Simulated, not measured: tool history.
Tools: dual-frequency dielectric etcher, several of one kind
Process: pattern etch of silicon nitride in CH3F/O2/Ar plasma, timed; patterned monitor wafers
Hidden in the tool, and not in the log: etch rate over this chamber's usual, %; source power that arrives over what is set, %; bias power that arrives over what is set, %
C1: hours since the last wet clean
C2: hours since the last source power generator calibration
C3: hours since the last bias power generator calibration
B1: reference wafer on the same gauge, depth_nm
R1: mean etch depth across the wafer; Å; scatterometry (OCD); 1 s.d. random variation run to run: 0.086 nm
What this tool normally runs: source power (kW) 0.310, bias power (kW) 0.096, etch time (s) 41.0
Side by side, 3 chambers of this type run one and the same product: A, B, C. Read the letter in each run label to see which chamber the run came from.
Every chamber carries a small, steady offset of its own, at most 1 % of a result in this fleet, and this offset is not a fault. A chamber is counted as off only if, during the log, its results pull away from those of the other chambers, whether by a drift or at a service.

{"run": "1A", "hour": 4.0, "source power (kW)": 0.31, "bias power (kW)": 0.096, "etch time (s)": 41.0, "C1": 435.1, "C2": 627.1, "C3": 2176.7, "B1": 25.483, "R1": 290.35}
{"run": "2C", "hour": 9.2, "source power (kW)": 0.31, "bias power (kW)": 0.096, "etch time (s)": 41.0, "C1": 372.0, "C2": 36.4, "C3": 2535.1, "B1": 25.496, "R1": 288.88}
{"run": "3B", "hour": 13.9, "source power (kW)": 0.31, "bias power (kW)": 0.096, "etch time (s)": 41.0, "C1": 289.1, "C2": 330.1, "C3": 628.7, "B1": 25.503, "R1": 287.06}
{"run": "4A", "hour": 17.4, "source power (kW)": 0.31, "bias power (kW)": 0.096, "etch time (s)": 41.0, "C1": 448.5, "C2": 640.5, "C3": 2190.1, "B1": 25.503, "R1": 290.24}
{"run": "5C", "hour": 22.1, "source power (kW)": 0.31, "bias power (kW)": 0.096, "etch time (s)": 41.0, "C1": 384.9, "C2": 49.3, "C3": 2548.0, "B1": 25.491, "R1": 287.48}
{"run": "6B", "hour": 27.2, "source power (kW)": 0.31, "bias power (kW)": 0.096, "etch time (s)": 41.0, "C1": 302.4, "C2": 343.4, "C3": 642.0, "B1": 25.525, "R1": 286.55}
{"run": "7C", "hour": 30.0, "source power (kW)": 0.31, "bias power (kW)": 0.096, "etch time (s)": 41.0, "C1": 392.8, "C2": 57.2, "C3": 2555.9, "B1": 25.515, "R1": 288.31}
{"run": "8B", "hour": 34.0, "source power (kW)": 0.31, "bias power (kW)": 0.096, "etch time (s)": 41.0, "C1": 309.2, "C2": 350.2, "C3": 648.8, "B1": 25.5, "R1": 287.34}
{"run": "9A", "hour": 40.1, "source power (kW)": 0.31, "bias power (kW)": 0.096, "etch time (s)": 41.0, "C1": 471.2, "C2": 663.2, "C3": 2212.8, "B1": 25.487, "R1": 291.35}
{"run": "10C", "hour": 43.8, "source power (kW)": 0.31, "bias power (kW)": 0.096, "etch time (s)": 41.0, "C1": 406.6, "C2": 71.0, "C3": 2569.7, "B1": 25.501, "R1": 288.19}
{"run": "11A", "hour": 48.6, "source power (kW)": 0.31, "bias power (kW)": 0.096, "etch time (s)": 41.0, "C1": 479.7, "C2": 671.7, "C3": 2221.3, "B1": 25.476, "R1": 291.06}
{"run": "12B", "hour": 53.7, "source power (kW)": 0.34, "bias power (kW)": 0.096, "etch time (s)": 31.5, "C1": 328.9, "C2": 369.9, "C3": 668.5, "B1": 25.484, "R1": 228.49}
{"run": "13B", "hour": 58.7, "source power (kW)": 0.34, "bias power (kW)": 0.096, "etch time (s)": 31.5, "C1": 333.9, "C2": 374.9, "C3": 673.5, "B1": 25.485, "R1": 227.28}
{"run": "14A", "hour": 62.1, "source power (kW)": 0.34, "bias power (kW)": 0.096, "etch time (s)": 31.5, "C1": 493.2, "C2": 685.2, "C3": 2234.8, "B1": 25.5, "R1": 232.56}
{"run": "15C", "hour": 65.7, "source power (kW)": 0.31, "bias power (kW)": 0.096, "etch time (s)": 41.0, "C1": 428.5, "C2": 92.9, "C3": 2591.6, "B1": 25.503, "R1": 287.28}
{"run": "16B", "hour": 69.3, "source power (kW)": 0.31, "bias power (kW)": 0.096, "etch time (s)": 41.0, "C1": 344.5, "C2": 385.5, "C3": 684.1, "B1": 25.501, "R1": 288.33}
{"hour": 71.3, "done": "chamber C: wet clean of the chamber"}
{"run": "17C", "hour": 72.7, "source power (kW)": 0.31, "bias power (kW)": 0.096, "etch time (s)": 41.0, "C1": 1.4, "C2": 99.9, "C3": 2598.6, "B1": 25.502, "R1": 287.45}
{"run": "18A", "hour": 77.9, "source power (kW)": 0.27, "bias power (kW)": 0.087, "etch time (s)": 41.0, "C1": 509.0, "C2": 701.0, "C3": 2250.6, "B1": 25.492, "R1": 266.47}
{"run": "19C", "hour": 82.0, "source power (kW)": 0.27, "bias power (kW)": 0.087, "etch time (s)": 41.0, "C1": 10.7, "C2": 109.2, "C3": 2607.9, "B1": 25.501, "R1": 266.0}
{"run": "20B", "hour": 85.6, "source power (kW)": 0.27, "bias power (kW)": 0.087, "etch time (s)": 41.0, "C1": 360.8, "C2": 401.8, "C3": 700.4, "B1": 25.518, "R1": 264.21}
{"run": "21A", "hour": 90.7, "source power (kW)": 0.31, "bias power (kW)": 0.096, "etch time (s)": 41.0, "C1": 521.8, "C2": 713.8, "C3": 2263.4, "B1": 25.492, "R1": 290.54}
{"run": "22A", "hour": 94.8, "source power (kW)": 0.31, "bias power (kW)": 0.096, "etch time (s)": 41.0, "C1": 525.9, "C2": 717.9, "C3": 2267.5, "B1": 25.496, "R1": 292.2}
{"run": "23B", "hour": 98.0, "source power (kW)": 0.25, "bias power (kW)": 0.106, "etch time (s)": 41.0, "C1": 373.2, "C2": 414.2, "C3": 712.8, "B1": 25.5, "R1": 274.87}
{"run": "24C", "hour": 101.7, "source power (kW)": 0.25, "bias power (kW)": 0.106, "etch time (s)": 41.0, "C1": 30.4, "C2": 128.9, "C3": 2627.6, "B1": 25.503, "R1": 276.72}

Each of the 3 chambers runs these same settings next. Fill in every chamber's results:
{"run": "25A", "hour": 106.2, "source power (kW)": 0.31, "bias power (kW)": 0.096, "etch time (s)": 41.0, "R1": "?"}
{"run": "25B", "hour": 106.2, "source power (kW)": 0.31, "bias power (kW)": 0.096, "etch time (s)": 41.0, "R1": "?"}
{"run": "25C", "hour": 106.2, "source power (kW)": 0.31, "bias power (kW)": 0.096, "etch time (s)": 41.0, "R1": "?"}

run=25A R1=289.85
run=25B R1=287.45
run=25C R1=289.57
